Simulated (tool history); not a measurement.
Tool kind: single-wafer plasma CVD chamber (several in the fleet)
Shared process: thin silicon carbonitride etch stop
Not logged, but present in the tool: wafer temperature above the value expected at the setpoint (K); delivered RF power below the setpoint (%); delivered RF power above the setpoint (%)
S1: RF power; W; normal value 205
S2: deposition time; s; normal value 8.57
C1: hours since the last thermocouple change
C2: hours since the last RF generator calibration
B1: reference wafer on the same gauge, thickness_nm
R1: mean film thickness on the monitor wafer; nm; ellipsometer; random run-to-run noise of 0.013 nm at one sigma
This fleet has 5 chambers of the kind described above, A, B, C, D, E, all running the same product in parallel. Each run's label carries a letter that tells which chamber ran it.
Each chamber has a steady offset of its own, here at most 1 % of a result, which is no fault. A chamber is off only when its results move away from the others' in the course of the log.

run,hour,S1,S2,C1,C2,B1,R1
1B,6.9,205,8.57,1242.8,689.3,4.5313,4.8917
2D,15.5,205,8.57,1300.3,1117.5,4.53,4.9353
3C,22.5,205,8.57,2102.9,193.4,4.5307,4.9033
4A,30.4,205,8.57,661.7,1550.6,4.5313,4.8826
5E,34.9,205,8.57,1746.3,86.8,4.5283,4.9158
6C,39.8,205,8.57,2120.2,210.7,4.529,4.9204
7E,44.1,205,8.57,1755.5,96,4.5292,4.9164
8B,48.6,205,8.57,1284.5,731,4.5319,4.8769
9D,54.7,205,8.57,1339.5,1156.7,4.5288,4.8989
10A,59.1,205,8.57,690.4,1579.3,4.5335,4.8762
11A,65.3,205,8.57,696.6,1585.5,4.5269,4.8707
12D,70.5,205,9.27,1355.3,1172.5,4.5261,5.3273
13C,75.3,205,9.27,2155.7,246.2,4.526,5.3264
14E,80.4,205,9.27,1791.8,132.3,4.5316,5.3141
15B,88.2,205,9.27,1324.1,770.6,4.5291,5.3083
16A,95.5,205,9.27,726.8,1615.7,4.5286,5.2515
17E,101.1,205,8.57,1812.5,153,4.5316,4.8968
18D,105.3,205,8.57,1390.1,1207.3,4.5294,4.9205
19B,112.3,170,8.57,1348.2,794.7,4.5294,4.6296
20C,117.8,170,8.57,2198.2,288.7,4.5307,4.6322
21C,122.6,170,8.57,2203,293.5,4.5293,4.6346
22A,127.8,170,8.57,759.1,1648,4.5318,4.5756
23B,133.5,170,8.57,1369.4,815.9,4.5269,4.6256
24E,140,205,8.57,1851.4,191.9,4.5298,4.926
25D,148.5,205,8.57,1433.3,1250.5,4.5296,4.9474
26D,156.4,205,8.57,1441.2,1258.4,4.5287,4.9163
27C,160.5,205,8.57,2240.9,331.4,4.5297,4.9184
28B,169,205,8.57,1404.9,851.4,4.5291,4.8855
29E,173.4,205,8.57,1884.8,225.3,4.5325,4.9063
30A,180.6,205,7.35,811.9,1700.8,4.5322,4.1251
31E,184.6,205,7.35,1896,236.5,4.5314,4.2119
32C,188.5,205,7.35,2268.9,359.4,4.5315,4.2016
33B,192.3,205,7.35,1428.2,874.7,4.5307,4.206
34D,197.8,205,7.35,1482.6,1299.8,4.531,4.2054
35A,203.3,205,8.57,834.6,1723.5,4.5257,4.8272
36A,207.8,205,8.57,839.1,1728,4.5272,4.825

The same settings go to every chamber for the next run, one line per chamber below. Forecast the results for each:
37A,214.1,205,7.05,,,,?
37B,214.1,205,7.05,,,,?
37C,214.1,205,7.05,,,,?
37D,214.1,205,7.05,,,,?
37E,214.1,205,7.05,,,,?

run,R1
37A,3.9608
37B,4.0204
37C,4.0546
37D,4.0297
37E,4.0604
